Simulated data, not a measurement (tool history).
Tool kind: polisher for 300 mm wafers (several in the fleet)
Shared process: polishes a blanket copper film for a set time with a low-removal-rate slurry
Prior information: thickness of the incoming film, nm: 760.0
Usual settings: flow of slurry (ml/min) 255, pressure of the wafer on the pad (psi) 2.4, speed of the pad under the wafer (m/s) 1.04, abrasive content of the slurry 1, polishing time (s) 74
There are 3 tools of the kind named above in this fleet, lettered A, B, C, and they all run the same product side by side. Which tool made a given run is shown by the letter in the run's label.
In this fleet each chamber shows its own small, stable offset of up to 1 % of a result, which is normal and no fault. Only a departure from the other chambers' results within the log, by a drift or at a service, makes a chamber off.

run   hour  flow of slurry (ml/min)  pressure of the wafer on the pad (psi)  speed of the pad under the wafer (m/s)  abrasive content of the slurry  polishing time (s)  film removed (Å)
 1B    3.7                      255                                     2.4                                    1.04                               1                  74            2167.6
 2C   10.6                      255                                     2.4                                    1.04                               1                  74            2124.3
 3A   18.7                      255                                     2.4                                    1.04                               1                  74            2103.7
 4C   22.3                      255                                     2.4                                    1.04                               1                  74            2113.4
 5B   28.9                      255                                     2.4                                    1.04                               1                  74            2158.8
 6A   33.8                      255                                     2.4                                    1.04                               1                  74            2123.5
 7C   37.4                      215                                     2.4                                    1.04                             1.2                  74            2167.8
 8B   41.7                      215                                     2.4                                    1.04                             1.2                  74            2189.3
 9A   47.4                      215                                     2.4                                    1.04                             1.2                  74            2164.9
10B   52.7                      255                                     2.4                                    1.04                               1                  74            2174.4
11A   56.5                      255                                     2.4                                     0.9                             1.3                  74            1936.7
12C   60.4                      255                                     2.4                                     0.9                             1.3                  74            1972.4
      61.2  -- chamber B: worn pad replaced by a new one
13B   65.5                      255                                     2.4                                     0.9                             1.3                  74            1937.3
14A   71.1                      255                                     2.4                                    1.04                               1                  74            2115.8
      76.2  -- chamber C: slurry blender recalibrated
      76.8  -- chamber C: worn pad replaced by a new one
15C     78                      255                                     2.4                                    1.04                               1                  74            2139.8
16C   82.3                      330                                     2.4                                    1.04                               1                  74            2170.4
17B   86.8                      330                                     2.4                                    1.04                               1                  74              2202
18A   90.5                      330                                     2.4                                    1.04                               1                  74            2187.3
      90.8  -- chamber A: worn pad replaced by a new one
      92.8  -- chamber C: head pressure recalibrated
        98  -- chamber A: slurry blender recalibrated
19A   98.1                      255                                     2.4                                    1.04                               1                  74            2102.7
20C    104                      255                                     2.4                                    1.04                               1                  74            2332.1
21B  110.5                      255                                     2.4                                    1.04                               1                  74            2140.5
22C  114.2                      255                                     2.4                                    1.04                               1                  74            2354.1
23B  120.1                      325                                     2.4                                    0.82                               1                  74            1716.8
24A  123.9                      325                                     2.4                                    0.82                               1                  74            1718.3
25C  129.4                      325                                     2.4                                    0.82                               1                  74            1913.6
26A  133.3                      255                                     2.4                                    0.76                               1                  74            1554.5
     135.8  -- chamber B: slurry blender recalibrated
27B  139.6                      255                                     2.4                                    0.76                               1                  74            1589.8
28C  143.9                      255                                     2.4                                    0.76                               1                  74            1694.1

Decide between three cases: one chamber stands off from its peers, the gauge reading all wafers drifts, or nothing is wrong past each chamber's small offset. Where a chamber is off, say which and what most likely put it there.

Chamber C has stood off from the others ever since a service on it.
Likeliest cause: head's pressure above its setpoint, % = 10.

Chamber C could run next with any of the 4 candidate recipes listed below; each alters the usual settings, and their results appear as question marks. Which one brings its results back in line with what the other chambers deliver on the usual settings?
A result is in line if it is within this distance of the other chambers' mean on the usual settings: film removed (Å) 60
29C-1  149.8                      255                                     2.5                                    1.04                               1                  78                 ?
29C-2  149.8                      255                                     2.6                                    1.12                               1                  74                 ?
29C-3  149.8                      255                                     2.4                                       1                               1                  70                 ?
29C-4  149.8                      255                                     2.3                                    0.98                               1                  70                 ?

What the other chambers average on the usual settings: film removed (Å) 2132.2
  run  film removed (Å)
29C-1            2570.9
29C-2              2735
29C-3            2127.7
29C-4            1996.6
29C-3 brings the chamber back in line.
